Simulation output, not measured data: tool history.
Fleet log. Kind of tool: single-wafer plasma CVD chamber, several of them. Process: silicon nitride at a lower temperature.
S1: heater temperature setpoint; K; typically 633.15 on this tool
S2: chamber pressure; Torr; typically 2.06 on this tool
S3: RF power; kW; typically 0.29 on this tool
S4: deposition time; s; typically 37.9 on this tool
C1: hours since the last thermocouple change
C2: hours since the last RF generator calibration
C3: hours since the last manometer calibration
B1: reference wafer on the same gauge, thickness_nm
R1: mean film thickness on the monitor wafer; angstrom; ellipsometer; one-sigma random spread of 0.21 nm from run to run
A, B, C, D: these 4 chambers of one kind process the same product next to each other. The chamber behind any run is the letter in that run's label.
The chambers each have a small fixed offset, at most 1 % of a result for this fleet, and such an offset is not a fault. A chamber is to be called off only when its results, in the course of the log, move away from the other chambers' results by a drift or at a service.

run	day	S1	S2	S3	S4	C1	C2	C3	B1	R1
1A	0.692	633.15	2.06	0.29	37.9	1171.4	1032.1	650.8	38.104	457.94
2B	1.088	633.15	2.06	0.29	37.9	559	1159.5	1026.4	38.083	462.91
3C	1.583	633.15	2.06	0.29	37.9	231.6	1536.7	1549.9	38.11	462.28
4D	2.038	633.15	2.06	0.29	37.9	1372.7	635.6	1034.5	38.071	462.95
5B	2.525	633.15	2.06	0.29	37.9	593.5	1194	1060.9	38.051	462.29
6C	3.179	633.15	2.06	0.29	37.9	269.9	1575	1588.2	38.088	463.34
7A	3.704	633.15	2.06	0.29	37.9	1243.7	1104.4	723.1	38.146	458.85
8D	4.329	642.15	2.06	0.29	37.9	1427.7	690.6	1089.5	38.129	459.45
9A	4.958	642.15	2.06	0.29	37.9	1273.8	1134.5	753.2	38.119	455.92
10D	5.433	642.15	2.06	0.29	37.9	1454.2	717.1	1116	38.113	460.44
11C	5.942	642.15	2.06	0.29	37.9	336.2	1641.3	1654.5	38.078	463.28
12B	6.283	633.15	2.06	0.29	37.9	683.7	1284.2	1151.1	38.107	459.58
13A	6.871	633.15	2.06	0.29	37.9	1319.7	1180.4	799.1	38.119	462.33
14D	7.425	633.15	2.06	0.29	37.9	1502	764.9	1163.8	38.102	463.3
15B	7.775	633.15	2.06	0.29	37.9	719.5	1320	1186.9	38.145	462.26
16C	8.092	633.15	2.06	0.29	37.9	387.8	1692.9	1706.1	38.102	460.86
17B	8.688	633.15	2.06	0.29	37.9	741.4	1341.9	1208.8	38.106	462.11
18D	9.221	633.15	2.06	0.29	37.9	1545.1	808	1206.9	38.109	464.18
19A	9.833	633.15	2.06	0.29	37.9	1390.8	1251.5	870.2	38.083	459.84
20C	10.342	628.15	2.06	0.29	37.9	441.8	1746.9	1760.1	38.158	465.43
21A	10.7	628.15	2.06	0.29	37.9	1411.6	1272.3	891	38.135	460.44
22B	11.167	628.15	2.06	0.29	37.9	800.9	1401.4	1268.3	38.121	465.17
23D	11.479	628.15	2.06	0.29	37.9	1599.3	862.2	1261.1	38.081	465.95
24C	11.904	633.15	2.06	0.29	37.9	479.3	1784.4	1797.6	38.12	460.32
25D	12.267	633.15	2.06	0.29	33.6	1618.2	881.1	1280	38.092	411.74
26B	12.596	633.15	2.06	0.29	33.6	835.2	1435.7	1302.6	38.071	406.97
27A	12.979	633.15	2.06	0.29	33.6	1466.3	1327	945.7	38.088	409.99
28C	13.546	633.15	2.06	0.29	33.6	518.7	1823.8	1837	38.091	409.82
29D	13.85	633.15	2.06	0.29	37.9	1656.2	919.1	1318	38.094	465.5
30C	14.425	633.15	2.06	0.29	37.9	539.8	1844.9	1858.1	38.065	462.65
31B	15.071	633.15	2.06	0.29	37.9	894.6	1495.1	1362	38.091	460.21
32A	15.708	633.15	2.06	0.29	37.9	1531.8	1392.5	1011.2	38.127	461.7
33A	16.008	633.15	2.06	0.29	37.9	1539	1399.7	1018.4	38.053	460.66

Each of the 4 chambers runs these same settings next. Fill in every chamber's results:
34A	16.504	633.15	2.06	0.29	37.9					?
34B	16.504	633.15	2.06	0.29	37.9					?
34C	16.504	633.15	2.06	0.29	37.9					?
34D	16.504	633.15	2.06	0.29	37.9					?

run	R1
34A	459.95
34B	462.95
34C	465.07
34D	466.3
